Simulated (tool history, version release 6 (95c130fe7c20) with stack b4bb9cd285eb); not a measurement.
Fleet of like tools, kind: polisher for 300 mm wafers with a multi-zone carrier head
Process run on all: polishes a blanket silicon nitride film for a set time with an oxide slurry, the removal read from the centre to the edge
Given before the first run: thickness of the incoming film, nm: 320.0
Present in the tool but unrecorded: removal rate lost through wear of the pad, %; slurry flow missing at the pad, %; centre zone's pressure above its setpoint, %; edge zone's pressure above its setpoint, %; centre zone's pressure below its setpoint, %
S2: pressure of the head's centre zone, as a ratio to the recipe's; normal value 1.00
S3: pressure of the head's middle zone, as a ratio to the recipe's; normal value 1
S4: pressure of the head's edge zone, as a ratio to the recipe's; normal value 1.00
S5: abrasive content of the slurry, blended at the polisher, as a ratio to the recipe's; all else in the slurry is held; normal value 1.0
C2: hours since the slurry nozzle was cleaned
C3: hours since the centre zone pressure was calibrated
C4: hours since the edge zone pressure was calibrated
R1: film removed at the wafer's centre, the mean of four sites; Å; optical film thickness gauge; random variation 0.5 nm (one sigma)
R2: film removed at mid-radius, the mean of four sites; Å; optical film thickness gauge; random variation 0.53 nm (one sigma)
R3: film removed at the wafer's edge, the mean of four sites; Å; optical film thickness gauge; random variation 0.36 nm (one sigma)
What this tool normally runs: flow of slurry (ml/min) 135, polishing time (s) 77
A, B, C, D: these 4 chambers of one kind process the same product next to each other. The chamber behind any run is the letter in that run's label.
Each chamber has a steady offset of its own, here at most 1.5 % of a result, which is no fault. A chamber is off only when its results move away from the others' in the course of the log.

At hour 1.4: chamber B: worn pad replaced by a new one.
At hour 4.9: chamber A: worn pad replaced by a new one.
Run 1C, hour 4.9: usual settings; wafers polished on this pad 63; C2 486.3; C3 1095.6; C4 640.5. Result: R1 551.63 Å, R2 542.65 Å, R3 544.65 Å.
At hour 6.5: chamber D: worn pad replaced by a new one.
Run 2B, hour 16.1: usual settings; wafers polished on this pad 111; C2 292.2; C3 852.5; C4 164.1. Result: R1 551.34 Å, R2 545.68 Å, R3 552.21 Å.
At hour 22.1: chamber C: slurry nozzle cleaned.
Run 3D, hour 27.0: usual settings; wafers polished on this pad 155; C2 257.3; C3 365.7; C4 674.4. Result: R1 545.45 Å, R2 557.51 Å, R3 551.56 Å.
Run 4A, hour 37.0: usual settings; wafers polished on this pad 242; C2 599.9; C3 862.3; C4 246.6. Result: R1 538.38 Å, R2 555.02 Å, R3 539.38 Å.
Run 5C, hour 47.5: usual settings; wafers polished on this pad 385; C2 25.5; C3 1138.2; C4 683.1. Result: R1 551.40 Å, R2 547.72 Å, R3 548.05 Å.
Run 6B, hour 53.6: usual settings; wafers polished on this pad 394; C2 329.7; C3 890.0; C4 201.6. Result: R1 563.82 Å, R2 551.69 Å, R3 545.11 Å.
At hour 59.7: chamber C: centre zone pressure recalibrated.
Run 7A, hour 60.2: usual settings; wafers polished on this pad 418; C2 623.1; C3 885.5; C4 269.8. Result: R1 550.45 Å, R2 552.42 Å, R3 535.67 Å.
At hour 66.9: chamber A: worn pad replaced by a new one.
Run 8D, hour 67.8: usual settings; wafers polished on this pad 463; C2 298.1; C3 406.5; C4 715.2. Result: R1 542.06 Å, R2 541.96 Å, R3 552.64 Å.
Run 9B, hour 77.2: usual settings; wafers polished on this pad 572; C2 353.3; C3 913.6; C4 225.2. Result: R1 551.66 Å, R2 553.77 Å, R3 548.99 Å.
Run 10D, hour 84.6: usual settings; wafers polished on this pad 590; C2 314.9; C3 423.3; C4 732.0. Result: R1 543.71 Å, R2 544.82 Å, R3 548.22 Å.
At hour 89.1: chamber C: worn pad replaced by a new one.
Run 11A, hour 92.6: usual settings; wafers polished on this pad 194; C2 655.5; C3 917.9; C4 302.2. Result: R1 561.67 Å, R2 561.55 Å, R3 536.19 Å.
Run 12C, hour 102.9: usual settings but flow of slurry (ml/min) 170, polishing time (s) 86; wafers polished on this pad 104; C2 80.9; C3 43.2; C4 738.5. Result: R1 644.26 Å, R2 645.88 Å, R3 638.82 Å.
At hour 106.3: chamber B: worn pad replaced by a new one.
Run 13D, hour 108.1: usual settings but flow of slurry (ml/min) 170, polishing time (s) 86; wafers polished on this pad 767; C2 338.4; C3 446.8; C4 755.5. Result: R1 644.23 Å, R2 639.19 Å, R3 636.79 Å.
At hour 118.3: chamber D: worn pad replaced by a new one.
Run 14A, hour 119.2: usual settings but flow of slurry (ml/min) 170, polishing time (s) 86; wafers polished on this pad 395; C2 682.1; C3 944.5; C4 328.8. Result: R1 646.83 Å, R2 639.45 Å, R3 622.08 Å.
At hour 119.5: chamber B: slurry nozzle cleaned.
At hour 129.6: chamber A: worn pad replaced by a new one.
Run 15C, hour 130.0: usual settings but flow of slurry (ml/min) 170, polishing time (s) 86; wafers polished on this pad 309; C2 108.0; C3 70.3; C4 765.6. Result: R1 642.37 Å, R2 640.29 Å, R3 637.05 Å.
At hour 138.5: chamber D: centre zone pressure recalibrated.
Run 16B, hour 139.6: usual settings; wafers polished on this pad 251; C2 20.2; C3 976.0; C4 287.6. Result: R1 556.33 Å, R2 554.58 Å, R3 549.64 Å.
Run 17A, hour 150.9: usual settings; wafers polished on this pad 161; C2 713.8; C3 976.2; C4 360.5. Result: R1 553.67 Å, R2 551.20 Å, R3 538.27 Å.
Run 18C, hour 158.0: usual settings; wafers polished on this pad 521; C2 136.0; C3 98.3; C4 793.6. Result: R1 541.11 Å, R2 547.50 Å, R3 553.43 Å.
Run 19B, hour 163.1: usual settings; wafers polished on this pad 429; C2 43.7; C3 999.5; C4 311.1. Result: R1 557.25 Å, R2 554.74 Å, R3 545.92 Å.
Run 20D, hour 171.3: usual settings; wafers polished on this pad 400; C2 401.6; C3 32.8; C4 818.7. Result: R1 551.79 Å, R2 551.37 Å, R3 552.28 Å.
Run 21B, hour 180.1: usual settings; wafers polished on this pad 557; C2 60.7; C3 1016.5; C4 328.1. Result: R1 546.07 Å, R2 552.10 Å, R3 551.75 Å.
At hour 180.6: chamber C: worn pad replaced by a new one.
At hour 183.8: chamber A: edge zone pressure recalibrated.
Run 22A, hour 187.3: usual settings; wafers polished on this pad 436; C2 750.2; C3 1012.6; C4 3.5. Result: R1 554.85 Å, R2 548.42 Å, R3 538.41 Å.
Run 23C, hour 193.4: usual settings; wafers polished on this pad 96; C2 171.4; C3 133.7; C4 829.0. Result: R1 546.06 Å, R2 548.59 Å, R3 549.22 Å.
At hour 194.0: chamber A: worn pad replaced by a new one.
Run 24D, hour 201.9: usual settings; wafers polished on this pad 631; C2 432.2; C3 63.4; C4 849.3. Result: R1 553.85 Å, R2 549.92 Å, R3 555.11 Å.
Run 25D, hour 210.0: usual settings; wafers polished on this pad 692; C2 440.3; C3 71.5; C4 857.4. Result: R1 559.31 Å, R2 552.15 Å, R3 547.07 Å.
At hour 212.7: chamber B: worn pad replaced by a new one.
At hour 215.6: chamber D: worn pad replaced by a new one.
Run 26A, hour 220.5: usual settings but S2 0.94, S5 1.3; wafers polished on this pad 200; C2 783.4; C3 1045.8; C4 36.7. Result: R1 575.65 Å, R2 623.35 Å, R3 605.95 Å.
Run 27C, hour 225.9: usual settings but S2 0.94, S5 1.3; wafers polished on this pad 342; C2 203.9; C3 166.2; C4 861.5. Result: R1 569.35 Å, R2 618.95 Å, R3 619.05 Å.
Run 28B, hour 231.9: usual settings but S2 0.94, S5 1.3; wafers polished on this pad 145; C2 112.5; C3 1068.3; C4 379.9. Result: R1 578.36 Å, R2 606.75 Å, R3 607.06 Å.
Run 29C, hour 240.3: usual settings but S2 0.94, S5 1.3; wafers polished on this pad 451; C2 218.3; C3 180.6; C4 875.9. Result: R1 577.78 Å, R2 616.33 Å, R3 610.28 Å.
Run 30D, hour 250.4: usual settings; wafers polished on this pad 263; C2 480.7; C3 111.9; C4 897.8. Result: R1 552.20 Å, R2 549.56 Å, R3 547.33 Å.
At hour 256.3: chamber A: worn pad replaced by a new one.
Run 31B, hour 256.6: usual settings; wafers polished on this pad 332; C2 137.2; C3 1093.0; C4 404.6. Result: R1 555.44 Å, R2 545.58 Å, R3 544.62 Å.
At hour 259.8: chamber C: edge zone pressure recalibrated.
Run 32A, hour 264.4: usual settings; wafers polished on this pad 61; C2 827.3; C3 1089.7; C4 80.6. Result: R1 557.09 Å, R2 551.10 Å, R3 542.42 Å.
Run 33C, hour 273.1: usual settings; wafers polished on this pad 698; C2 251.1; C3 213.4; C4 13.4. Result: R1 546.07 Å, R2 549.10 Å, R3 547.37 Å.
Run 34D, hour 284.1: usual settings but flow of slurry (ml/min) 100; wafers polished on this pad 518; C2 514.4; C3 145.6; C4 931.5. Result: R1 502.10 Å, R2 507.95 Å, R3 526.95 Å.

Read the log: is a single chamber off, either drifting away or since a service, is the gauge that measures every chamber drifting, or is nothing wrong beyond small per-chamber offsets? Name any odd chamber and what most likely caused it.

The fleet is healthy, with each chamber sitting at its usual small offset and no drift in the gauge.

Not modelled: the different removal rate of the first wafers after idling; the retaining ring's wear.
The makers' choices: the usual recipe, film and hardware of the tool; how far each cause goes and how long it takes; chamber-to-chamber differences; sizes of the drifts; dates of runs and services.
